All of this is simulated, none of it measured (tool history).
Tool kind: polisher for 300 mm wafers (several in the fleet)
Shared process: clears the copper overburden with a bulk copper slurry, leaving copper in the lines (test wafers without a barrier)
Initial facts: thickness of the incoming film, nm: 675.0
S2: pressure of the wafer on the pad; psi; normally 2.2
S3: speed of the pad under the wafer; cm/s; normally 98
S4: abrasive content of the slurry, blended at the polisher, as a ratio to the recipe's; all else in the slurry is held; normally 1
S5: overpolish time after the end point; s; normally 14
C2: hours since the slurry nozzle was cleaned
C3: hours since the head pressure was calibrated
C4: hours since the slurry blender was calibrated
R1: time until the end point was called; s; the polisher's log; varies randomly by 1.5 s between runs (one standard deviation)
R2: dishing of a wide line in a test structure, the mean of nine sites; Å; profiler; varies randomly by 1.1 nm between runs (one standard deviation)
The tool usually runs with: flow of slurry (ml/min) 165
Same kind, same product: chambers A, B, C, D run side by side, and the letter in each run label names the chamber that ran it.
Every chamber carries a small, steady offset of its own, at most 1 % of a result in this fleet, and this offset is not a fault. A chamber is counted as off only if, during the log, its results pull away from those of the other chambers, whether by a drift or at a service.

Run 1B, day 0.317: usual settings; wafers polished on this pad 361; C2 590.1; C3 329.2; C4 44.1. Result: R1 113.41 s, R2 525.71 Å.
Run 2A, day 0.958: usual settings; wafers polished on this pad 424; C2 61.2; C3 158.6; C4 36.5. Result: R1 112.36 s, R2 546.42 Å.
At day 0.996: chamber C: worn pad replaced by a new one.
Run 3D, day 1.496: usual settings; wafers polished on this pad 344; C2 470.2; C3 184.3; C4 233.8. Result: R1 114.75 s, R2 519.6 Å.
Run 4C, day 2.108: usual settings; wafers polished on this pad 146; C2 220.6; C3 279.6; C4 401.3. Result: R1 111.33 s, R2 517.17 Å.
At day 2.312: chamber A: worn pad replaced by a new one.
At day 2.438: chamber B: worn pad replaced by a new one.
Run 5B, day 2.454: usual settings; wafers polished on this pad 2; C2 641.4; C3 380.5; C4 95.4. Result: R1 113.49 s, R2 525.86 Å.
Run 6C, day 2.817: usual settings; wafers polished on this pad 240; C2 237.6; C3 296.6; C4 418.3. Result: R1 112.13 s, R2 528.06 Å.
At day 3.183: chamber B: slurry blender recalibrated.
Run 7A, day 3.446: usual settings; wafers polished on this pad 149; C2 120.9; C3 218.3; C4 96.2. Result: R1 113.72 s, R2 554.32 Å.
Run 8D, day 3.812: usual settings; wafers polished on this pad 649; C2 525.8; C3 239.9; C4 289.4. Result: R1 112.45 s, R2 528.52 Å.
Run 9A, day 4.35: usual settings; wafers polished on this pad 269; C2 142.6; C3 240; C4 117.9. Result: R1 113.23 s, R2 527.73 Å.
Run 10B, day 4.829: usual settings; wafers polished on this pad 315; C2 698.4; C3 437.5; C4 39.6. Result: R1 113.82 s, R2 521.3 Å.
At day 4.983: chamber C: slurry blender recalibrated.
Run 11C, day 5.217: usual settings; wafers polished on this pad 556; C2 295.2; C3 354.2; C4 5.7. Result: R1 112.89 s, R2 536.74 Å.
At day 5.321: chamber D: slurry nozzle cleaned.
Run 12D, day 5.85: usual settings; wafers polished on this pad 918; C2 12.8; C3 288.8; C4 338.3. Result: R1 115.11 s, R2 529.65 Å.
At day 6.267: chamber A: worn pad replaced by a new one.
Run 13D, day 6.292: usual settings but S2 2.9 psi; wafers polished on this pad 976; C2 23.4; C3 299.4; C4 348.9. Result: R1 87.181 s, R2 662.33 Å.
At day 6.712: chamber A: slurry blender recalibrated.
At day 6.762: chamber D: slurry blender recalibrated.
Run 14C, day 6.862: usual settings but S2 2.9 psi; wafers polished on this pad 773; C2 334.7; C3 393.7; C4 45.2. Result: R1 83.646 s, R2 671.98 Å.
At day 7.325: chamber B: worn pad replaced by a new one.
Run 15B, day 7.338: usual settings but S2 2.9 psi; wafers polished on this pad 1; C2 758.6; C3 497.7; C4 99.8. Result: R1 86.005 s, R2 660.58 Å.
Run 16A, day 7.829: usual settings but S2 2.9 psi; wafers polished on this pad 206; C2 226.1; C3 323.5; C4 26.8. Result: R1 85.316 s, R2 640.68 Å.
At day 7.992: chamber B: slurry blender recalibrated.
Run 17C, day 8.504: usual settings; wafers polished on this pad 990; C2 374.1; C3 433.1; C4 84.6. Result: R1 112.89 s, R2 519.33 Å.
At day 8.683: chamber D: head pressure recalibrated.
Run 18D, day 8.988: usual settings; wafers polished on this pad 1332; C2 88.1; C3 7.3; C4 53.5. Result: R1 113.98 s, R2 532.28 Å.
At day 9.1: chamber A: slurry nozzle cleaned.
At day 9.125: chamber C: worn pad replaced by a new one.
Run 19A, day 9.392: usual settings; wafers polished on this pad 412; C2 7.1; C3 361; C4 64.3. Result: R1 114.67 s, R2 531.75 Å.
Run 20B, day 10.029: usual settings; wafers polished on this pad 356; C2 823.2; C3 562.3; C4 49. Result: R1 113.54 s, R2 526.35 Å.
Run 21D, day 10.362: usual settings; wafers polished on this pad 1513; C2 121.1; C3 40.3; C4 86.5. Result: R1 111.65 s, R2 521.95 Å.
At day 10.462: chamber D: worn pad replaced by a new one.
Run 22B, day 10.775: usual settings; wafers polished on this pad 455; C2 841.1; C3 580.2; C4 66.9. Result: R1 113.8 s, R2 525.21 Å.
Run 23A, day 11.133: usual settings; wafers polished on this pad 642; C2 48.9; C3 402.8; C4 106.1. Result: R1 114.37 s, R2 528.51 Å.
At day 11.304: chamber A: worn pad replaced by a new one.
Run 24C, day 11.675: usual settings but flow of slurry (ml/min) 135, S2 2 psi; wafers polished on this pad 336; C2 450.2; C3 509.2; C4 160.7. Result: R1 128.29 s, R2 478.26 Å.
Run 25C, day 12.058: usual settings but flow of slurry (ml/min) 135, S2 2 psi; wafers polished on this pad 387; C2 459.4; C3 518.4; C4 169.9. Result: R1 133.08 s, R2 468.71 Å.
At day 12.108: chamber B: worn pad replaced by a new one.
Run 26A, day 12.708: usual settings but flow of slurry (ml/min) 135, S2 2 psi; wafers polished on this pad 185; C2 86.7; C3 440.6; C4 143.9. Result: R1 130.5 s, R2 490.02 Å.
At day 12.742: chamber B: slurry nozzle cleaned.
At day 12.742: chamber A: head pressure recalibrated.
At day 13.117: chamber B: slurry blender recalibrated.
Run 27B, day 13.129: usual settings but flow of slurry (ml/min) 135, S2 2 psi; wafers polished on this pad 134; C2 9.3; C3 636.7; C4 0.4. Result: R1 127.64 s, R2 459.97 Å.
Run 28D, day 13.554: usual settings; wafers polished on this pad 408; C2 197.7; C3 116.9; C4 163.1. Result: R1 111.76 s, R2 526.99 Å.
Run 29A, day 14.133: usual settings; wafers polished on this pad 373; C2 120.9; C3 33.5; C4 178.1. Result: R1 111.95 s, R2 548.68 Å.
At day 14.321: chamber A: slurry blender recalibrated.
Run 30D, day 14.683: usual settings; wafers polished on this pad 556; C2 224.8; C3 144; C4 190.2. Result: R1 115.43 s, R2 521.98 Å.
Run 31C, day 14.992: usual settings; wafers polished on this pad 773; C2 529.8; C3 588.8; C4 240.3. Result: R1 116.13 s, R2 526.84 Å.
Run 32B, day 15.475: usual settings; wafers polished on this pad 444; C2 65.6; C3 693; C4 56.7. Result: R1 113.18 s, R2 533.1 Å.
Run 33B, day 15.854: usual settings; wafers polished on this pad 494; C2 74.7; C3 702.1; C4 65.8. Result: R1 114.59 s, R2 513.82 Å.
At day 16.121: chamber A: worn pad replaced by a new one.
Run 34D, day 16.288: usual settings; wafers polished on this pad 768; C2 263.3; C3 182.5; C4 228.7. Result: R1 112.72 s, R2 512.87 Å.
Run 35A, day 16.908: usual settings but S4 1.1, S5 10 s; wafers polished on this pad 104; C2 187.5; C3 100.1; C4 62.1. Result: R1 107.43 s, R2 401.83 Å.
At day 17.15: chamber C: worn pad replaced by a new one.
At day 17.412: chamber B: worn pad replaced by a new one.
Run 36C, day 17.517: usual settings but S4 1.1, S5 10 s; wafers polished on this pad 48; C2 590.4; C3 649.4; C4 300.9. Result: R1 115.35 s, R2 391.83 Å.
At day 17.688: chamber A: slurry nozzle cleaned.
At day 17.917: chamber B: slurry blender recalibrated.
Run 37A, day 17.921: usual settings but S4 1.1, S5 10 s; wafers polished on this pad 237; C2 5.7; C3 124.4; C4 86.4. Result: R1 108.77 s, R2 410.36 Å.
Run 38C, day 18.404: usual settings but S4 1.1, S5 10 s; wafers polished on this pad 165; C2 611.7; C3 670.7; C4 322.2. Result: R1 114.58 s, R2 408.93 Å.
Run 39D, day 18.958: usual settings; wafers polished on this pad 1120; C2 327.4; C3 246.6; C4 292.8. Result: R1 114.6 s, R2 528.56 Å.
Run 40B, day 19.429: usual settings; wafers polished on this pad 266; C2 160.5; C3 787.9; C4 36.3. Result: R1 111.79 s, R2 547.69 Å.
Run 41D, day 19.808: usual settings but S4 0.85; wafers polished on this pad 1232; C2 347.8; C3 267; C4 313.2. Result: R1 118.22 s, R2 508.65 Å.
Run 42C, day 20.4: usual settings but S4 0.85; wafers polished on this pad 428; C2 659.6; C3 718.6; C4 370.1. Result: R1 125.05 s, R2 495.44 Å.
At day 20.683: chamber A: worn pad replaced by a new one.
Run 43A, day 21.067: usual settings but S4 0.85; wafers polished on this pad 50; C2 81.2; C3 199.9; C4 161.9. Result: R1 115 s, R2 535.9 Å.
Run 44B, day 21.7: usual settings but S4 0.85; wafers polished on this pad 565; C2 215; C3 842.4; C4 90.8. Result: R1 116.16 s, R2 516.67 Å.

Does one chamber stand apart from the rest, does the shared gauge drift, or is all well apart from small per-chamber offsets? Give the chamber and the most likely cause, where there is one.

Little by little, chamber C moves away from the other chambers.
Cause: slurry flow missing at the pad, % = 35.3.
Not necessarily distinguishable in this log from: head's pressure below its setpoint, %; abrasive missing from the slurry, %.

Here are 4 candidates for chamber C's next run, each the usual settings with a change, their results left as question marks. Which one brings its results back in line with what the others give on the usual settings?
Allowed miss from the other chambers' usual-settings mean, per result, to count as in line: R1 5.1 s; R2 40 Å
Run 45C-1, day 22.2: usual settings but S2 2.3 psi, S3 102 cm/s. Result: R1 ?, R2 ?.
Run 45C-2, day 22.2: usual settings but S2 2.1 psi, S3 94 cm/s. Result: R1 ?, R2 ?.
Run 45C-3, day 22.2: usual settings but flow of slurry (ml/min) 170, S2 2.4 psi, S3 104 cm/s. Result: R1 ?, R2 ?.
Run 45C-4, day 22.2: usual settings but flow of slurry (ml/min) 160, S2 2 psi, S3 92 cm/s. Result: R1 ?, R2 ?.

Other chambers, usual settings, mean: R1 113.42 s; R2 531.63 Å
  run      R1      R2
45C-1  111.56  533.06
45C-2  132.65  460.01
45C-3  104.15  565.04
45C-4  143.32  429.92
45C-1 brings the chamber back in line.
